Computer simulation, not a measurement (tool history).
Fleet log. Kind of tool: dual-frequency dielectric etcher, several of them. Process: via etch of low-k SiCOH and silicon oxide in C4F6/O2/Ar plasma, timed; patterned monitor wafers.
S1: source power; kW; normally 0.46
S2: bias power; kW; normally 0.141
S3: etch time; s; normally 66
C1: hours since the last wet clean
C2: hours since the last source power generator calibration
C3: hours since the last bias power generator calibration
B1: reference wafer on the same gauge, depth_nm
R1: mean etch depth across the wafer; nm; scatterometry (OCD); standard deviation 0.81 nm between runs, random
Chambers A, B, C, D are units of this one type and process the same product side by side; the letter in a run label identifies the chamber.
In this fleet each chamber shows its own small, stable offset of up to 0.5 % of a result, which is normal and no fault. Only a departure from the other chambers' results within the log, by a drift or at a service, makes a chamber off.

{"run": "1C", "hour": 8.9, "S1": 0.46, "S2": 0.141, "S3": 66, "C1": 112.2, "C2": 1927.9, "C3": 2804.1, "B1": 198.88, "R1": 169.3}
{"run": "2A", "hour": 16.2, "S1": 0.46, "S2": 0.141, "S3": 66, "C1": 203.7, "C2": 1275, "C3": 1499.3, "B1": 198.95, "R1": 169.17}
{"run": "3D", "hour": 27.5, "S1": 0.46, "S2": 0.141, "S3": 66, "C1": 247.6, "C2": 2155.4, "C3": 1695.6, "B1": 199.1, "R1": 166.45}
{"run": "4B", "hour": 39.4, "S1": 0.46, "S2": 0.141, "S3": 66, "C1": 319.5, "C2": 1386.2, "C3": 1388, "B1": 198.82, "R1": 170.1}
{"run": "5A", "hour": 45.2, "S1": 0.46, "S2": 0.141, "S3": 66, "C1": 232.7, "C2": 1304, "C3": 1528.3, "B1": 198.96, "R1": 169.13}
{"run": "6C", "hour": 55.2, "S1": 0.46, "S2": 0.141, "S3": 66, "C1": 158.5, "C2": 1974.2, "C3": 2850.4, "B1": 198.97, "R1": 168.3}
{"run": "7B", "hour": 61.2, "S1": 0.46, "S2": 0.141, "S3": 66, "C1": 341.3, "C2": 1408, "C3": 1409.8, "B1": 199.15, "R1": 169.8}
{"run": "8D", "hour": 67.7, "S1": 0.46, "S2": 0.154, "S3": 66, "C1": 287.8, "C2": 2195.6, "C3": 1735.8, "B1": 199.05, "R1": 173.87}
{"run": "9D", "hour": 78.6, "S1": 0.46, "S2": 0.154, "S3": 66, "C1": 298.7, "C2": 2206.5, "C3": 1746.7, "B1": 198.93, "R1": 171.68}
{"run": "10C", "hour": 87.1, "S1": 0.46, "S2": 0.154, "S3": 66, "C1": 190.4, "C2": 2006.1, "C3": 2882.3, "B1": 199.07, "R1": 172.39}
{"run": "11A", "hour": 98.0, "S1": 0.46, "S2": 0.154, "S3": 66, "C1": 285.5, "C2": 1356.8, "C3": 1581.1, "B1": 199.2, "R1": 172.92}
{"run": "12B", "hour": 108.3, "S1": 0.46, "S2": 0.141, "S3": 66, "C1": 388.4, "C2": 1455.1, "C3": 1456.9, "B1": 199.09, "R1": 169.66}
{"run": "13D", "hour": 118.8, "S1": 0.46, "S2": 0.141, "S3": 66, "C1": 338.9, "C2": 2246.7, "C3": 1786.9, "B1": 198.98, "R1": 168.59}
{"run": "14A", "hour": 126.3, "S1": 0.46, "S2": 0.164, "S3": 66, "C1": 313.8, "C2": 1385.1, "C3": 1609.4, "B1": 199.01, "R1": 176.82}
{"hour": 130.0, "done": "chamber B: wet clean of the chamber"}
{"run": "15C", "hour": 133.7, "S1": 0.46, "S2": 0.164, "S3": 66, "C1": 237, "C2": 2052.7, "C3": 2928.9, "B1": 198.91, "R1": 178.13}
{"run": "16B", "hour": 145.6, "S1": 0.46, "S2": 0.164, "S3": 66, "C1": 15.7, "C2": 1492.4, "C3": 1494.2, "B1": 198.89, "R1": 176.56}
{"run": "17B", "hour": 155.3, "S1": 0.46, "S2": 0.164, "S3": 66, "C1": 25.4, "C2": 1502.1, "C3": 1503.9, "B1": 199.13, "R1": 177.36}
{"run": "18A", "hour": 165.0, "S1": 0.46, "S2": 0.141, "S3": 66, "C1": 352.5, "C2": 1423.8, "C3": 1648.1, "B1": 198.78, "R1": 169.7}
{"run": "19D", "hour": 174.8, "S1": 0.46, "S2": 0.141, "S3": 66, "C1": 394.9, "C2": 2302.7, "C3": 1842.9, "B1": 198.87, "R1": 167.19}
{"run": "20C", "hour": 186.8, "S1": 0.46, "S2": 0.141, "S3": 66, "C1": 290.1, "C2": 2105.8, "C3": 2982, "B1": 198.59, "R1": 166.85}
{"run": "21A", "hour": 199.1, "S1": 0.46, "S2": 0.141, "S3": 66, "C1": 386.6, "C2": 1457.9, "C3": 1682.2, "B1": 198.81, "R1": 168.16}
{"run": "22D", "hour": 204.7, "S1": 0.46, "S2": 0.141, "S3": 66, "C1": 424.8, "C2": 2332.6, "C3": 1872.8, "B1": 199.04, "R1": 168.52}
{"run": "23C", "hour": 211.4, "S1": 0.46, "S2": 0.141, "S3": 66, "C1": 314.7, "C2": 2130.4, "C3": 3006.6, "B1": 198.98, "R1": 168.56}
{"run": "24B", "hour": 221.7, "S1": 0.46, "S2": 0.11, "S3": 58, "C1": 91.8, "C2": 1568.5, "C3": 1570.3, "B1": 198.81, "R1": 139.21}
{"hour": 229.2, "done": "chamber D: wet clean of the chamber"}
{"run": "25C", "hour": 229.2, "S1": 0.46, "S2": 0.11, "S3": 58, "C1": 332.5, "C2": 2148.2, "C3": 3024.4, "B1": 199, "R1": 137.49}
{"run": "26B", "hour": 239.4, "S1": 0.46, "S2": 0.11, "S3": 58, "C1": 109.5, "C2": 1586.2, "C3": 1588, "B1": 198.96, "R1": 139.98}
{"run": "27A", "hour": 250.4, "S1": 0.46, "S2": 0.11, "S3": 58, "C1": 437.9, "C2": 1509.2, "C3": 1733.5, "B1": 199.06, "R1": 138.91}
{"run": "28D", "hour": 263.1, "S1": 0.46, "S2": 0.141, "S3": 66, "C1": 34, "C2": 2391, "C3": 1931.2, "B1": 198.86, "R1": 167.26}
{"hour": 271.2, "done": "chamber C: wet clean of the chamber"}
{"run": "29D", "hour": 273.4, "S1": 0.46, "S2": 0.141, "S3": 66, "C1": 44.3, "C2": 2401.3, "C3": 1941.5, "B1": 198.97, "R1": 167.99}
{"run": "30A", "hour": 282.4, "S1": 0.46, "S2": 0.141, "S3": 66, "C1": 469.9, "C2": 1541.2, "C3": 1765.5, "B1": 199.06, "R1": 170.1}
{"run": "31C", "hour": 293.4, "S1": 0.46, "S2": 0.141, "S3": 66, "C1": 22.2, "C2": 2212.4, "C3": 3088.6, "B1": 198.88, "R1": 168.51}
{"run": "32B", "hour": 306.0, "S1": 0.46, "S2": 0.141, "S3": 66, "C1": 176.1, "C2": 1652.8, "C3": 1654.6, "B1": 198.86, "R1": 169.4}
{"run": "33A", "hour": 317.7, "S1": 0.46, "S2": 0.141, "S3": 66, "C1": 505.2, "C2": 1576.5, "C3": 1800.8, "B1": 198.8, "R1": 171.62}
{"run": "34B", "hour": 323.5, "S1": 0.46, "S2": 0.141, "S3": 66, "C1": 193.6, "C2": 1670.3, "C3": 1672.1, "B1": 198.8, "R1": 170.09}

Read the log: is a single chamber off, either drifting away or since a service, is the gauge that measures every chamber drifting, or is nothing wrong beyond small per-chamber offsets? Name any odd chamber and what most likely caused it.

The fleet is healthy, with each chamber sitting at its usual small offset and no drift in the gauge.
